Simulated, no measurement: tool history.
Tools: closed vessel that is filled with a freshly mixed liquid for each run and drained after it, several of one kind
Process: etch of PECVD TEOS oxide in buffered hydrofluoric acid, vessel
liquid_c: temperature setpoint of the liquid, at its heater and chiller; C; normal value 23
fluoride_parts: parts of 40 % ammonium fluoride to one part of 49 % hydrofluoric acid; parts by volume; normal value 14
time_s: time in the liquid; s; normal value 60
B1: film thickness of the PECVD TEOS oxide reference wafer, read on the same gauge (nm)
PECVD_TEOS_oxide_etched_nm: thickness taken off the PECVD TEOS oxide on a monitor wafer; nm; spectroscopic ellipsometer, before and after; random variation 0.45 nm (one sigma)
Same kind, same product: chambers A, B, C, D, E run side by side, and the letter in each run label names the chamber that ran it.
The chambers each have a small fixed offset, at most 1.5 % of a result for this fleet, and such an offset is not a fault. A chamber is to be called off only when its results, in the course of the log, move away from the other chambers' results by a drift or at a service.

run 1D day=0.238 | liquid_c=23 fluoride_parts=14 time_s=60 | B1=140 | PECVD_TEOS_oxide_etched_nm=59.648
run 2C day=0.354 | liquid_c=23 fluoride_parts=14 time_s=60 | B1=140 | PECVD_TEOS_oxide_etched_nm=59.535
-- day=0.446 chamber A: thermometer replaced
run 3B day=0.612 | liquid_c=23 fluoride_parts=14 time_s=60 | B1=139.99 | PECVD_TEOS_oxide_etched_nm=57.891
run 4E day=0.783 | liquid_c=23 fluoride_parts=14 time_s=60 | B1=140.01 | PECVD_TEOS_oxide_etched_nm=59.28
run 5A day=0.958 | liquid_c=23 fluoride_parts=14 time_s=60 | B1=140.02 | PECVD_TEOS_oxide_etched_nm=58.039
run 6B day=1.208 | liquid_c=20 fluoride_parts=14 time_s=90 | B1=139.99 | PECVD_TEOS_oxide_etched_nm=75.686
run 7D day=1.404 | liquid_c=20 fluoride_parts=14 time_s=90 | B1=139.99 | PECVD_TEOS_oxide_etched_nm=76.14
run 8C day=1.604 | liquid_c=20 fluoride_parts=14 time_s=90 | B1=139.99 | PECVD_TEOS_oxide_etched_nm=74.59
run 9A day=1.817 | liquid_c=20 fluoride_parts=14 time_s=90 | B1=140.01 | PECVD_TEOS_oxide_etched_nm=73.177
run 10E day=2.004 | liquid_c=20 fluoride_parts=14 time_s=90 | B1=140 | PECVD_TEOS_oxide_etched_nm=75.074
run 11D day=2.221 | liquid_c=23 fluoride_parts=14 time_s=60 | B1=140.04 | PECVD_TEOS_oxide_etched_nm=58.348
run 12B day=2.367 | liquid_c=23 fluoride_parts=14 time_s=60 | B1=140.02 | PECVD_TEOS_oxide_etched_nm=58.409
run 13E day=2.6 | liquid_c=20 fluoride_parts=14 time_s=60 | B1=139.98 | PECVD_TEOS_oxide_etched_nm=50.49
run 14A day=2.788 | liquid_c=20 fluoride_parts=14 time_s=60 | B1=140 | PECVD_TEOS_oxide_etched_nm=48.396
run 15C day=3.046 | liquid_c=20 fluoride_parts=14 time_s=60 | B1=139.99 | PECVD_TEOS_oxide_etched_nm=50.102
run 16C day=3.267 | liquid_c=20 fluoride_parts=14 time_s=60 | B1=140 | PECVD_TEOS_oxide_etched_nm=50.457
run 17B day=3.417 | liquid_c=20 fluoride_parts=14 time_s=60 | B1=139.98 | PECVD_TEOS_oxide_etched_nm=49.55
run 18E day=3.646 | liquid_c=23 fluoride_parts=14 time_s=60 | B1=140 | PECVD_TEOS_oxide_etched_nm=59.111
run 19D day=3.862 | liquid_c=23 fluoride_parts=14 time_s=60 | B1=140.02 | PECVD_TEOS_oxide_etched_nm=59.59
run 20A day=4.058 | liquid_c=26 fluoride_parts=14 time_s=60 | B1=139.99 | PECVD_TEOS_oxide_etched_nm=66.204
run 21D day=4.312 | liquid_c=26 fluoride_parts=14 time_s=60 | B1=139.99 | PECVD_TEOS_oxide_etched_nm=70.801
run 22C day=4.496 | liquid_c=26 fluoride_parts=14 time_s=60 | B1=140 | PECVD_TEOS_oxide_etched_nm=68.648
run 23A day=4.667 | liquid_c=26 fluoride_parts=14 time_s=60 | B1=139.98 | PECVD_TEOS_oxide_etched_nm=65.31
run 24B day=4.804 | liquid_c=26 fluoride_parts=14 time_s=60 | B1=140 | PECVD_TEOS_oxide_etched_nm=69.746
run 25E day=4.942 | liquid_c=23 fluoride_parts=11.5 time_s=60 | B1=140.01 | PECVD_TEOS_oxide_etched_nm=70.985
run 26B day=5.188 | liquid_c=23 fluoride_parts=11.5 time_s=60 | B1=139.98 | PECVD_TEOS_oxide_etched_nm=71.393
run 27D day=5.425 | liquid_c=23 fluoride_parts=11.5 time_s=60 | B1=139.99 | PECVD_TEOS_oxide_etched_nm=72.138
run 28A day=5.612 | liquid_c=23 fluoride_parts=11.5 time_s=60 | B1=140.01 | PECVD_TEOS_oxide_etched_nm=67.134
run 29E day=5.742 | liquid_c=23 fluoride_parts=11.5 time_s=60 | B1=140 | PECVD_TEOS_oxide_etched_nm=71.647
run 30C day=5.912 | liquid_c=23 fluoride_parts=14 time_s=60 | B1=140 | PECVD_TEOS_oxide_etched_nm=58.297
run 31C day=6.108 | liquid_c=23 fluoride_parts=14 time_s=60 | B1=140 | PECVD_TEOS_oxide_etched_nm=59.432
run 32B day=6.304 | liquid_c=23 fluoride_parts=14 time_s=60 | B1=139.99 | PECVD_TEOS_oxide_etched_nm=59.094
run 33A day=6.508 | liquid_c=23 fluoride_parts=14 time_s=60 | B1=140.03 | PECVD_TEOS_oxide_etched_nm=55.032
run 34D day=6.767 | liquid_c=23 fluoride_parts=14 time_s=60 | B1=139.98 | PECVD_TEOS_oxide_etched_nm=60.106

Is one chamber off against the others, does the gauge drift, or is nothing wrong? If a chamber is off, say which, and what the likeliest cause is.

It is chamber A that slowly wanders off from its peers.
Likeliest cause: hydrofluoric acid flow below the setpoint (%) = 4.93.
The log may not tell that from: liquid colder than its thermometer reads (K).

Chamber A could run next with any of the 4 candidate recipes listed below; each alters the usual settings, and their results appear as question marks. Which one brings its results back in line with what the other chambers deliver on the usual settings?
In-line tolerance around the mean of the other chambers on the usual settings: PECVD_TEOS_oxide_etched_nm 1.6 nm
run 35A-1 day=6.954 | liquid_c=22.5 fluoride_parts=14.5 time_s=60 | PECVD_TEOS_oxide_etched_nm=?
run 35A-2 day=6.954 | liquid_c=24 fluoride_parts=14 time_s=60 | PECVD_TEOS_oxide_etched_nm=?
run 35A-3 day=6.954 | liquid_c=24 fluoride_parts=13 time_s=60 | PECVD_TEOS_oxide_etched_nm=?
run 35A-4 day=6.954 | liquid_c=23 fluoride_parts=14.5 time_s=55 | PECVD_TEOS_oxide_etched_nm=?

What the other chambers average on the usual settings: PECVD_TEOS_oxide_etched_nm 59.054 nm
run=35A-1 PECVD_TEOS_oxide_etched_nm=51.867
run=35A-2 PECVD_TEOS_oxide_etched_nm=58.264
run=35A-3 PECVD_TEOS_oxide_etched_nm=62.588
run=35A-4 PECVD_TEOS_oxide_etched_nm=48.872
The answer is 35A-2, which returns the chamber to within the allowed miss of the others.
